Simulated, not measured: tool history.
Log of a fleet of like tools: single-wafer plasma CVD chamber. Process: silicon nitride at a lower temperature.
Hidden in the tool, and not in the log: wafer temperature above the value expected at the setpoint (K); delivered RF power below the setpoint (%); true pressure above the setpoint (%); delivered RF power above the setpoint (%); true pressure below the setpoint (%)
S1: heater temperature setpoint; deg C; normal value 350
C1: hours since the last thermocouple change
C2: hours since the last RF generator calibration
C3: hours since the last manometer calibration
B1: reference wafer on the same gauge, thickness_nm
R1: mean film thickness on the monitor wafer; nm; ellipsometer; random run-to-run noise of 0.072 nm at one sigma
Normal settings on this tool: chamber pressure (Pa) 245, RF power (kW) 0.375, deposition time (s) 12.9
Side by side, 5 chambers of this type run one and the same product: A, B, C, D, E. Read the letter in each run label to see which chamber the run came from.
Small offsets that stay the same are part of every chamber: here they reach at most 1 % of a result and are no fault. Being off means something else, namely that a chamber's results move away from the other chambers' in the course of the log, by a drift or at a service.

{"day": 0.221, "done": "chamber A: RF generator calibrated"}
{"day": 0.267, "done": "chamber E: thermocouple changed; heater temperature recalibrated"}
{"run": "1C", "day": 0.279, "S1": 350, "chamber pressure (Pa)": 245, "RF power (kW)": 0.375, "deposition time (s)": 12.9, "C1": 225.7, "C2": 794.6, "C3": 2249.9, "B1": 16.311, "R1": 18.066}
{"run": "2D", "day": 0.488, "S1": 350, "chamber pressure (Pa)": 245, "RF power (kW)": 0.375, "deposition time (s)": 12.9, "C1": 134.9, "C2": 2288.3, "C3": 2319.8, "B1": 16.301, "R1": 18.426}
{"run": "3B", "day": 0.633, "S1": 350, "chamber pressure (Pa)": 245, "RF power (kW)": 0.375, "deposition time (s)": 12.9, "C1": 941.5, "C2": 356.9, "C3": 311.8, "B1": 16.298, "R1": 18.245}
{"run": "4A", "day": 0.871, "S1": 350, "chamber pressure (Pa)": 245, "RF power (kW)": 0.375, "deposition time (s)": 12.9, "C1": 449, "C2": 15.7, "C3": 917.6, "B1": 16.283, "R1": 18.096}
{"run": "5E", "day": 1.067, "S1": 350, "chamber pressure (Pa)": 245, "RF power (kW)": 0.375, "deposition time (s)": 12.9, "C1": 19.3, "C2": 1235.5, "C3": 43.8, "B1": 16.327, "R1": 18.205}
{"run": "6C", "day": 1.262, "S1": 350, "chamber pressure (Pa)": 245, "RF power (kW)": 0.375, "deposition time (s)": 12.9, "C1": 249.3, "C2": 818.2, "C3": 2273.5, "B1": 16.296, "R1": 18.096}
{"run": "7E", "day": 1.483, "S1": 350, "chamber pressure (Pa)": 245, "RF power (kW)": 0.375, "deposition time (s)": 12.9, "C1": 29.3, "C2": 1245.5, "C3": 53.8, "B1": 16.282, "R1": 18.235}
{"run": "8B", "day": 1.725, "S1": 350, "chamber pressure (Pa)": 245, "RF power (kW)": 0.375, "deposition time (s)": 12.9, "C1": 967.7, "C2": 383.1, "C3": 338, "B1": 16.307, "R1": 18.319}
{"run": "9D", "day": 2.038, "S1": 350, "chamber pressure (Pa)": 245, "RF power (kW)": 0.375, "deposition time (s)": 12.9, "C1": 172.1, "C2": 2325.5, "C3": 2357, "B1": 16.29, "R1": 18.207}
{"run": "10A", "day": 2.325, "S1": 350, "chamber pressure (Pa)": 245, "RF power (kW)": 0.375, "deposition time (s)": 12.9, "C1": 483.9, "C2": 50.6, "C3": 952.5, "B1": 16.324, "R1": 18.197}
{"run": "11B", "day": 2.604, "S1": 350, "chamber pressure (Pa)": 245, "RF power (kW)": 0.375, "deposition time (s)": 12.9, "C1": 988.8, "C2": 404.2, "C3": 359.1, "B1": 16.307, "R1": 18.274}
{"run": "12E", "day": 2.842, "S1": 350, "chamber pressure (Pa)": 245, "RF power (kW)": 0.375, "deposition time (s)": 12.9, "C1": 61.9, "C2": 1278.1, "C3": 86.4, "B1": 16.294, "R1": 18.389}
{"run": "13A", "day": 3.154, "S1": 350, "chamber pressure (Pa)": 245, "RF power (kW)": 0.32, "deposition time (s)": 12.9, "C1": 503.8, "C2": 70.5, "C3": 972.4, "B1": 16.303, "R1": 16.503}
{"run": "14C", "day": 3.329, "S1": 350, "chamber pressure (Pa)": 245, "RF power (kW)": 0.32, "deposition time (s)": 12.9, "C1": 298.9, "C2": 867.8, "C3": 2323.1, "B1": 16.298, "R1": 16.475}
{"run": "15D", "day": 3.512, "S1": 350, "chamber pressure (Pa)": 245, "RF power (kW)": 0.32, "deposition time (s)": 12.9, "C1": 207.5, "C2": 2360.9, "C3": 2392.4, "B1": 16.291, "R1": 16.438}
{"run": "16D", "day": 3.717, "S1": 350, "chamber pressure (Pa)": 245, "RF power (kW)": 0.32, "deposition time (s)": 12.9, "C1": 212.4, "C2": 2365.8, "C3": 2397.3, "B1": 16.294, "R1": 16.554}
{"run": "17C", "day": 3.95, "S1": 350, "chamber pressure (Pa)": 245, "RF power (kW)": 0.32, "deposition time (s)": 12.9, "C1": 313.8, "C2": 882.7, "C3": 2338, "B1": 16.304, "R1": 16.388}
{"run": "18E", "day": 4.171, "S1": 350, "chamber pressure (Pa)": 245, "RF power (kW)": 0.375, "deposition time (s)": 12.9, "C1": 93.8, "C2": 1310, "C3": 118.3, "B1": 16.284, "R1": 18.245}
{"run": "19B", "day": 4.442, "S1": 350, "chamber pressure (Pa)": 245, "RF power (kW)": 0.375, "deposition time (s)": 12.9, "C1": 1032.9, "C2": 448.3, "C3": 403.2, "B1": 16.286, "R1": 18.165}
{"run": "20A", "day": 4.671, "S1": 350, "chamber pressure (Pa)": 245, "RF power (kW)": 0.375, "deposition time (s)": 12.9, "C1": 540.2, "C2": 106.9, "C3": 1008.8, "B1": 16.319, "R1": 18.17}
{"run": "21A", "day": 4.946, "S1": 350, "chamber pressure (Pa)": 245, "RF power (kW)": 0.375, "deposition time (s)": 12.9, "C1": 546.8, "C2": 113.5, "C3": 1015.4, "B1": 16.309, "R1": 18.183}
{"run": "22B", "day": 5.258, "S1": 350, "chamber pressure (Pa)": 245, "RF power (kW)": 0.375, "deposition time (s)": 12.9, "C1": 1052.5, "C2": 467.9, "C3": 422.8, "B1": 16.279, "R1": 18.136}
{"run": "23D", "day": 5.412, "S1": 350, "chamber pressure (Pa)": 245, "RF power (kW)": 0.375, "deposition time (s)": 12.9, "C1": 253.1, "C2": 2406.5, "C3": 2438, "B1": 16.309, "R1": 18.315}
{"run": "24E", "day": 5.688, "S1": 350, "chamber pressure (Pa)": 245, "RF power (kW)": 0.375, "deposition time (s)": 12.9, "C1": 130.2, "C2": 1346.4, "C3": 154.7, "B1": 16.304, "R1": 18.161}
{"day": 5.788, "done": "chamber D: RF generator calibrated"}
{"run": "25C", "day": 5.929, "S1": 361, "chamber pressure (Pa)": 271, "RF power (kW)": 0.375, "deposition time (s)": 12.9, "C1": 361.3, "C2": 930.2, "C3": 2385.5, "B1": 16.297, "R1": 18.523}
{"run": "26A", "day": 6.092, "S1": 361, "chamber pressure (Pa)": 271, "RF power (kW)": 0.375, "deposition time (s)": 12.9, "C1": 574.3, "C2": 141, "C3": 1042.9, "B1": 16.302, "R1": 18.628}
{"run": "27C", "day": 6.292, "S1": 361, "chamber pressure (Pa)": 271, "RF power (kW)": 0.375, "deposition time (s)": 12.9, "C1": 370, "C2": 938.9, "C3": 2394.2, "B1": 16.318, "R1": 18.47}
{"run": "28E", "day": 6.533, "S1": 361, "chamber pressure (Pa)": 271, "RF power (kW)": 0.375, "deposition time (s)": 12.9, "C1": 150.5, "C2": 1366.7, "C3": 175, "B1": 16.303, "R1": 18.663}
{"run": "29B", "day": 6.796, "S1": 361, "chamber pressure (Pa)": 271, "RF power (kW)": 0.375, "deposition time (s)": 12.9, "C1": 1089.4, "C2": 504.8, "C3": 459.7, "B1": 16.318, "R1": 18.297}
{"run": "30D", "day": 7.083, "S1": 350, "chamber pressure (Pa)": 245, "RF power (kW)": 0.375, "deposition time (s)": 12.9, "C1": 293.2, "C2": 31.2, "C3": 2478.1, "B1": 16.308, "R1": 18.267}
{"run": "31A", "day": 7.312, "S1": 350, "chamber pressure (Pa)": 192, "RF power (kW)": 0.375, "deposition time (s)": 14.6, "C1": 603.6, "C2": 170.3, "C3": 1072.2, "B1": 16.299, "R1": 19.211}
{"run": "32E", "day": 7.612, "S1": 350, "chamber pressure (Pa)": 192, "RF power (kW)": 0.375, "deposition time (s)": 14.6, "C1": 176.4, "C2": 1392.6, "C3": 200.9, "B1": 16.31, "R1": 19.296}
{"run": "33C", "day": 7.854, "S1": 350, "chamber pressure (Pa)": 192, "RF power (kW)": 0.375, "deposition time (s)": 14.6, "C1": 407.5, "C2": 976.4, "C3": 2431.7, "B1": 16.295, "R1": 19.158}
{"run": "34D", "day": 8.017, "S1": 350, "chamber pressure (Pa)": 192, "RF power (kW)": 0.375, "deposition time (s)": 14.6, "C1": 315.6, "C2": 53.6, "C3": 2500.5, "B1": 16.297, "R1": 19.351}
{"run": "35B", "day": 8.329, "S1": 350, "chamber pressure (Pa)": 192, "RF power (kW)": 0.375, "deposition time (s)": 14.6, "C1": 1126.2, "C2": 541.6, "C3": 496.5, "B1": 16.28, "R1": 18.536}
{"run": "36B", "day": 8.588, "S1": 350, "chamber pressure (Pa)": 245, "RF power (kW)": 0.375, "deposition time (s)": 12.9, "C1": 1132.4, "C2": 547.8, "C3": 502.7, "B1": 16.313, "R1": 17.374}
{"run": "37E", "day": 8.771, "S1": 350, "chamber pressure (Pa)": 245, "RF power (kW)": 0.33, "deposition time (s)": 12.9, "C1": 204.2, "C2": 1420.4, "C3": 228.7, "B1": 16.304, "R1": 16.85}

Which is it: a chamber that has drifted or been left off by a service, a gauge drift common to all chambers, or only each chamber's usual small offset? If a chamber is off, name it and its likeliest cause.

One chamber, B, drifts off from the rest bit by bit.
Likeliest cause: delivered RF power below the setpoint (%) = 7.96.

Which of the 4 candidates below, each the usual settings with something changed and its results left as question marks, puts chamber B back in line with what the other chambers give on the usual settings?
Maximum distance from the other chambers' mean on the usual settings for a result to count as in line: R1 0.25 nm
{"run": "38B-1", "day": 9.004, "S1": 350, "chamber pressure (Pa)": 288, "RF power (kW)": 0.375, "deposition time (s)": 12.9, "R1": "?"}
{"run": "38B-2", "day": 9.004, "S1": 350, "chamber pressure (Pa)": 227, "RF power (kW)": 0.375, "deposition time (s)": 12.9, "R1": "?"}
{"run": "38B-3", "day": 9.004, "S1": 350, "chamber pressure (Pa)": 247, "RF power (kW)": 0.38, "deposition time (s)": 13.1, "R1": "?"}
{"run": "38B-4", "day": 9.004, "S1": 350, "chamber pressure (Pa)": 241, "RF power (kW)": 0.375, "deposition time (s)": 12.4, "R1": "?"}

On the usual settings, the other chambers give on average: R1 18.201 nm
run=38B-1 R1=18.098
run=38B-2 R1=16.998
run=38B-3 R1=17.809
run=38B-4 R1=16.618
The answer is 38B-1, which returns the chamber to within the allowed miss of the others.
